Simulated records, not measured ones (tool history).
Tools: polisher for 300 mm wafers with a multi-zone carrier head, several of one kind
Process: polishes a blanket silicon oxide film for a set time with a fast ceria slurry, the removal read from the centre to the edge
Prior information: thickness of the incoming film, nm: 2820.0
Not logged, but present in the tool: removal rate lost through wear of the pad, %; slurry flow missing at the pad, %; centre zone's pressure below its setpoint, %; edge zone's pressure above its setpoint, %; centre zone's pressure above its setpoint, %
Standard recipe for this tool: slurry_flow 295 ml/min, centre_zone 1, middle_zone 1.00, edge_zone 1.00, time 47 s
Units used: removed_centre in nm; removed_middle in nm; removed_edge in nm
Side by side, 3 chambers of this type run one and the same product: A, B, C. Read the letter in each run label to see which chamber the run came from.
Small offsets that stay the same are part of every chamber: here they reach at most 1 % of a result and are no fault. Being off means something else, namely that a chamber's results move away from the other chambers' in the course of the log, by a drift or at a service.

run,hour,slurry_flow,centre_zone,middle_zone,edge_zone,time,wafers polished on this pad,hours since the slurry nozzle was cleaned,hours since the centre zone pressure was calibrated,hours since the edge zone pressure was calibrated,removed_centre,removed_middle,removed_edge
1C,10.3,295,1,1.00,1.00,47,155,152.7,142.4,294.5,386.82,391.21,377.69
2A,15.4,295,1,1.00,1.00,47,853,192.5,1238.0,1082.8,384.18,382.28,385.14
3B,24.3,295,1,1.00,1.00,47,881,834.3,405.2,374.4,385.76,397.41,387.64
# hour 31.1: chamber B: edge zone pressure recalibrated
4B,31.4,295,1,1.00,1.00,47,971,841.4,412.3,0.4,388.21,382.73,388.78
5C,37.6,295,1,1.00,1.00,47,501,180.0,169.7,321.8,380.51,390.23,380.84
# hour 44.5: chamber B: worn pad replaced by a new one
6A,47.6,295,1,1.00,1.00,47,1261,224.7,1270.2,1115.0,385.85,388.56,385.36
# hour 54.9: chamber A: worn pad replaced by a new one
7B,57.4,250,1,1.00,1.05,47,164,867.4,438.3,26.4,378.06,384.46,394.18
8C,67.3,250,1,1.00,1.05,47,877,209.7,199.4,351.5,373.45,371.48,390.83
9A,77.3,250,1,1.00,1.05,47,284,254.4,1299.9,1144.7,384.93,382.41,385.61
10B,85.5,295,1,1.00,1.00,47,520,895.5,466.4,54.5,384.37,381.57,386.50
11A,95.9,295,1,1.00,1.00,47,520,273.0,1318.5,1163.3,390.14,389.05,390.66
# hour 96.3: chamber C: worn pad replaced by a new one
12C,107.3,295,1,1.00,1.00,47,140,249.7,239.4,391.5,388.89,389.12,386.56
# hour 113.9: chamber B: worn pad replaced by a new one
13A,115.3,295,1,1.00,1.00,47,765,292.4,1337.9,1182.7,386.62,383.79,388.01
14B,120.9,295,1,1.00,1.00,47,89,930.9,501.8,89.9,385.95,390.27,391.11
15C,130.6,295,1,1.00,1.00,47,435,273.0,262.7,414.8,384.43,385.98,382.29
16B,137.5,295,1,1.00,1.00,56,299,947.5,518.4,106.5,462.17,462.07,465.94
# hour 148.2: chamber C: slurry nozzle cleaned
17C,148.7,295,1,1.00,1.00,56,664,0.5,280.8,432.9,457.42,452.73,457.17
# hour 152.0: chamber A: worn pad replaced by a new one
18A,156.1,295,1,1.00,1.00,56,52,333.2,1378.7,1223.5,462.86,479.23,456.96
# hour 156.4: chamber B: slurry nozzle cleaned
19A,165.3,295,1,1.00,1.00,47,169,342.4,1387.9,1232.7,382.17,382.62,388.11
# hour 167.8: chamber C: edge zone pressure recalibrated
20C,172.7,295,1,1.00,1.00,47,968,24.5,304.8,5.0,383.42,384.21,380.36
# hour 180.7: chamber A: centre zone pressure recalibrated
21B,182.6,295,1,1.08,0.91,47,870,26.2,563.5,151.6,386.20,422.63,367.81
22B,189.5,295,1,1.08,0.91,47,958,33.1,570.4,158.5,385.89,417.31,371.98
# hour 193.0: chamber C: worn pad replaced by a new one
# hour 194.7: chamber B: worn pad replaced by a new one
23A,199.8,295,1,1.08,0.91,47,606,376.9,19.1,1267.2,353.84,409.84,367.96
24C,210.6,295,1,1.00,1.00,47,223,62.4,342.7,42.9,381.24,389.59,379.77
# hour 216.0: chamber A: slurry nozzle cleaned
25B,220.0,295,1,1.00,1.00,47,321,63.6,600.9,189.0,387.01,393.13,388.58
26A,226.1,295,1,1.00,1.00,47,939,10.2,45.4,1293.5,354.08,390.88,385.10
27C,232.1,295,1,1.00,1.00,47,495,83.9,364.2,64.4,382.95,377.84,390.59
28A,240.5,295,1,1.00,1.00,47,1121,24.6,59.8,1307.9,353.83,398.54,385.60
29B,248.0,295,1,1.00,1.00,47,675,91.6,628.9,217.0,384.58,389.80,387.67
30C,253.6,295,1,1.00,1.00,47,767,105.4,385.7,85.9,384.53,386.35,386.26
# hour 256.9: chamber A: worn pad replaced by a new one
31B,263.8,295,1,0.91,1.00,47,875,107.4,644.7,232.8,387.11,353.63,386.95
32A,272.1,295,1,0.91,1.00,47,193,56.2,91.4,1339.5,353.65,358.19,384.04
# hour 277.7: chamber B: worn pad replaced by a new one
33C,279.8,295,1,0.91,1.00,47,1099,131.6,411.9,112.1,386.99,347.30,383.42
34A,285.8,295,1,1.00,1.00,47,367,69.9,105.1,1353.2,353.03,396.27,385.69
# hour 290.6: chamber C: worn pad replaced by a new one
35C,293.2,295,1,1.00,1.00,47,33,145.0,425.3,125.5,385.54,375.86,383.73
36B,304.6,295,1,1.00,1.00,47,341,148.2,685.5,273.6,385.51,384.32,385.07
37C,315.9,295,1,1.00,1.00,47,321,167.7,448.0,148.2,387.09,374.38,386.31
38A,323.4,295,1,1.00,1.00,47,843,107.5,142.7,1390.8,352.65,385.83,380.69
39B,330.0,295,1,1.00,1.00,47,663,173.6,710.9,299.0,384.26,384.31,389.07
40B,341.0,295,1,1.00,1.00,47,802,184.6,721.9,310.0,382.70,393.02,389.94

What goes on in this fleet: one chamber off, a drifting gauge, or nothing beyond the chambers' own small offsets? Name the chamber and the cause, if any.

After it was serviced, chamber A no longer matches the other chambers.
Cause: centre zone's pressure below its setpoint, % = 7.97.

Below are 4 candidate recipes for chamber A's next run, each the usual settings with a change, their results shown as question marks. Which of them brings A's results back in line with what the other chambers give on the usual settings?
To be in line, a result may differ from the other chambers' mean on the usual settings by at most: removed_centre 9.10 nm; removed_middle 20.00 nm; removed_edge 10.00 nm
41A-1,349.4,285,0.88,1.02,1.04,46,,,,,?,?,?
41A-2,349.4,290,0.93,1.02,1.02,47,,,,,?,?,?
41A-3,349.4,300,1.07,0.99,0.98,47,,,,,?,?,?
41A-4,349.4,305,1.13,0.97,0.96,48,,,,,?,?,?

The mean the other chambers reach with the usual settings: removed_centre 385.06 nm; removed_middle 385.90 nm; removed_edge 385.88 nm
run,removed_centre,removed_middle,removed_edge
41A-1,298.21,382.76,384.92
41A-2,324.95,391.69,389.76
41A-3,381.32,382.20,382.78
41A-4,414.27,383.65,387.35
The right change is 41A-3: it brings the chamber back within the allowed miss of the others.
